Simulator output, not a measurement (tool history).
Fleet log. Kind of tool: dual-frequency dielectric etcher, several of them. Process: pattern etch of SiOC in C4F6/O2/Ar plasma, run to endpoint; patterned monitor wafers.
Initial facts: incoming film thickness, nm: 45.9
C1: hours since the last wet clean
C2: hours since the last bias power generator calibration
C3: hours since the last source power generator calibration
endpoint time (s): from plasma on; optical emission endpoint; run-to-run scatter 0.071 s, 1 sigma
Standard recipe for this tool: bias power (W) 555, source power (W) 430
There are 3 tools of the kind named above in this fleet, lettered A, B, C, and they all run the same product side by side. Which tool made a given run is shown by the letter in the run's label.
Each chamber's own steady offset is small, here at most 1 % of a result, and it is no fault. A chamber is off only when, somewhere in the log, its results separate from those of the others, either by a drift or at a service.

run 1C hour=3.7 | bias_power_(W)=555 source_power_(W)=430 | C1=283.1 C2=769.2 C3=4254.0 | endpoint_time_(s)=14.449
run 2B hour=11.1 | bias_power_(W)=555 source_power_(W)=430 | C1=408.5 C2=1410.4 C3=479.3 | endpoint_time_(s)=14.405
run 3A hour=17.6 | bias_power_(W)=555 source_power_(W)=430 | C1=421.6 C2=1602.3 C3=184.7 | endpoint_time_(s)=14.244
run 4B hour=24.6 | bias_power_(W)=555 source_power_(W)=430 | C1=422.0 C2=1423.9 C3=492.8 | endpoint_time_(s)=14.408
-- hour=30.8 chamber B: wet clean of the chamber
run 5A hour=32.0 | bias_power_(W)=555 source_power_(W)=430 | C1=436.0 C2=1616.7 C3=199.1 | endpoint_time_(s)=14.295
run 6C hour=38.5 | bias_power_(W)=555 source_power_(W)=430 | C1=317.9 C2=804.0 C3=4288.8 | endpoint_time_(s)=14.355
run 7B hour=42.6 | bias_power_(W)=555 source_power_(W)=500 | C1=11.8 C2=1441.9 C3=510.8 | endpoint_time_(s)=13.537
run 8C hour=49.1 | bias_power_(W)=555 source_power_(W)=500 | C1=328.5 C2=814.6 C3=4299.4 | endpoint_time_(s)=13.737
run 9A hour=56.9 | bias_power_(W)=555 source_power_(W)=500 | C1=460.9 C2=1641.6 C3=224.0 | endpoint_time_(s)=13.526
-- hour=63.0 chamber A: wet clean of the chamber
run 10B hour=63.1 | bias_power_(W)=555 source_power_(W)=430 | C1=32.3 C2=1462.4 C3=531.3 | endpoint_time_(s)=14.297
run 11A hour=66.8 | bias_power_(W)=555 source_power_(W)=430 | C1=3.9 C2=1651.5 C3=233.9 | endpoint_time_(s)=15.180
run 12C hour=71.6 | bias_power_(W)=555 source_power_(W)=430 | C1=351.0 C2=837.1 C3=4321.9 | endpoint_time_(s)=14.427
run 13B hour=75.3 | bias_power_(W)=635 source_power_(W)=330 | C1=44.5 C2=1474.6 C3=543.5 | endpoint_time_(s)=15.151
run 14A hour=81.2 | bias_power_(W)=635 source_power_(W)=330 | C1=18.3 C2=1665.9 C3=248.3 | endpoint_time_(s)=15.770
run 15C hour=88.2 | bias_power_(W)=635 source_power_(W)=330 | C1=367.6 C2=853.7 C3=4338.5 | endpoint_time_(s)=15.125
run 16A hour=93.4 | bias_power_(W)=555 source_power_(W)=430 | C1=30.5 C2=1678.1 C3=260.5 | endpoint_time_(s)=15.195
run 17B hour=99.0 | bias_power_(W)=555 source_power_(W)=430 | C1=68.2 C2=1498.3 C3=567.2 | endpoint_time_(s)=14.312
run 18C hour=104.2 | bias_power_(W)=555 source_power_(W)=430 | C1=383.6 C2=869.7 C3=4354.5 | endpoint_time_(s)=14.531
run 19A hour=108.4 | bias_power_(W)=555 source_power_(W)=350 | C1=45.5 C2=1693.1 C3=275.5 | endpoint_time_(s)=16.230
run 20C hour=113.7 | bias_power_(W)=555 source_power_(W)=350 | C1=393.1 C2=879.2 C3=4364.0 | endpoint_time_(s)=15.586
run 21B hour=117.8 | bias_power_(W)=555 source_power_(W)=350 | C1=87.0 C2=1517.1 C3=586.0 | endpoint_time_(s)=15.497
run 22B hour=122.7 | bias_power_(W)=555 source_power_(W)=430 | C1=91.9 C2=1522.0 C3=590.9 | endpoint_time_(s)=14.550
run 23A hour=126.8 | bias_power_(W)=555 source_power_(W)=430 | C1=63.9 C2=1711.5 C3=293.9 | endpoint_time_(s)=15.177
run 24C hour=132.7 | bias_power_(W)=555 source_power_(W)=430 | C1=412.1 C2=898.2 C3=4383.0 | endpoint_time_(s)=14.550
run 25C hour=138.9 | bias_power_(W)=555 source_power_(W)=430 | C1=418.3 C2=904.4 C3=4389.2 | endpoint_time_(s)=14.424
run 26B hour=146.4 | bias_power_(W)=555 source_power_(W)=430 | C1=115.6 C2=1545.7 C3=614.6 | endpoint_time_(s)=14.284
run 27A hour=153.9 | bias_power_(W)=555 source_power_(W)=430 | C1=91.0 C2=1738.6 C3=321.0 | endpoint_time_(s)=15.031
run 28C hour=157.7 | bias_power_(W)=555 source_power_(W)=430 | C1=437.1 C2=923.2 C3=4408.0 | endpoint_time_(s)=14.435

Does one chamber stand apart from the rest, does the shared gauge drift, or is all well apart from small per-chamber offsets? Give the chamber and the most likely cause, where there is one.

After it was serviced, chamber A no longer matches the other chambers.
What lies behind it: etch rate under this chamber's usual, % = 5.09.

Which of the 4 candidates below, each the usual settings with something changed and its results left as question marks, puts chamber A back in line with what the other chambers give on the usual settings?
To be in line, a result may differ from the other chambers' mean on the usual settings by at most: endpoint time (s) 0.250
run 29A-1 hour=163.3 | bias_power_(W)=534 source_power_(W)=430 | endpoint_time_(s)=?
run 29A-2 hour=163.3 | bias_power_(W)=555 source_power_(W)=380 | endpoint_time_(s)=?
run 29A-3 hour=163.3 | bias_power_(W)=589 source_power_(W)=460 | endpoint_time_(s)=?
run 29A-4 hour=163.3 | bias_power_(W)=576 source_power_(W)=430 | endpoint_time_(s)=?

Average result of the remaining chambers running the usual settings: endpoint time (s) 14.447
run=29A-1 endpoint_time_(s)=15.369
run=29A-2 endpoint_time_(s)=15.845
run=29A-3 endpoint_time_(s)=14.447
run=29A-4 endpoint_time_(s)=14.934
Change 29A-3 lands the chamber within the allowed miss of the other chambers.
